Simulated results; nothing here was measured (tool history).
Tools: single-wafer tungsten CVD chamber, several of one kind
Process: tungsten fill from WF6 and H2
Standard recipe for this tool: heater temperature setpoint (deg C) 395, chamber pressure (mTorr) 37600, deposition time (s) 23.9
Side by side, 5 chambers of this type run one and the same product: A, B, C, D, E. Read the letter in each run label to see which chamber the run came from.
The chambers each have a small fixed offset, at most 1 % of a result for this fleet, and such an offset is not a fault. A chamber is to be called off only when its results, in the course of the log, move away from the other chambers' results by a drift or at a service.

run,hour,heater temperature setpoint (deg C),chamber pressure (mTorr),deposition time (s),"read-back reference wafer on the same gauge, thickness_nm",mean film thickness on the monitor wafer (angstrom)
1A,6.9,395,37600,23.9,68.924,699.38
2D,13.1,395,37600,23.9,69.006,705.40
3B,18.2,395,37600,23.9,68.912,714.82
4C,21.7,395,37600,23.9,68.918,708.26
5E,25.7,395,37600,23.9,68.948,698.10
6B,29.8,395,37600,23.9,68.901,706.73
7C,34.7,395,37600,23.9,68.953,700.59
8E,38.5,395,37600,23.9,68.882,708.23
9A,44.1,395,37600,23.9,68.797,701.16
10D,50.8,403,37600,27.6,68.815,944.66
11C,55.4,403,37600,27.6,68.922,942.72
12A,61.9,403,37600,27.6,68.888,941.79
13E,67.7,403,37600,27.6,68.931,946.58
14D,73.5,403,37600,27.6,68.894,944.16
15B,77.3,395,46700,20.9,68.925,686.34
16B,80.8,395,46700,20.9,68.825,683.52
17A,87.6,395,46700,20.9,68.889,682.76
18E,91.0,395,46700,20.9,68.861,676.78
19C,97.3,395,46700,20.9,68.915,683.29
20D,102.0,395,37600,23.9,68.852,710.92
21C,106.8,395,37600,23.9,68.915,706.39
22A,111.8,395,37600,23.9,68.858,701.51
23D,117.8,395,37600,23.9,68.859,701.74
24B,121.4,395,37600,26.2,68.887,769.24
25E,125.7,395,37600,26.2,68.801,772.12
26C,131.0,395,37600,26.2,68.834,781.69
27A,134.8,395,37600,26.2,68.930,771.86
28E,139.0,395,37600,26.2,68.851,769.24
29D,144.8,395,37600,23.9,68.981,703.81
30B,151.1,395,37600,23.9,68.866,708.01
31B,154.4,395,37600,28.2,68.848,837.52
32D,158.2,395,37600,28.2,68.854,828.66
33C,164.8,395,37600,28.2,68.968,834.66
34E,168.4,395,37600,28.2,68.884,828.12
35A,175.1,395,37600,28.2,68.847,824.39
36B,181.4,395,37600,23.9,68.846,708.20
37A,186.0,395,37600,23.9,68.945,704.36
38E,189.5,395,37600,23.9,68.910,702.51
39D,194.9,395,37600,23.9,68.913,705.79

Read the log: is a single chamber off, either drifting away or since a service, is the gauge that measures every chamber drifting, or is nothing wrong beyond small per-chamber offsets? Name any odd chamber and what most likely caused it.

Nothing is wrong: each chamber keeps only its own small, steady offset and the gauge holds still.

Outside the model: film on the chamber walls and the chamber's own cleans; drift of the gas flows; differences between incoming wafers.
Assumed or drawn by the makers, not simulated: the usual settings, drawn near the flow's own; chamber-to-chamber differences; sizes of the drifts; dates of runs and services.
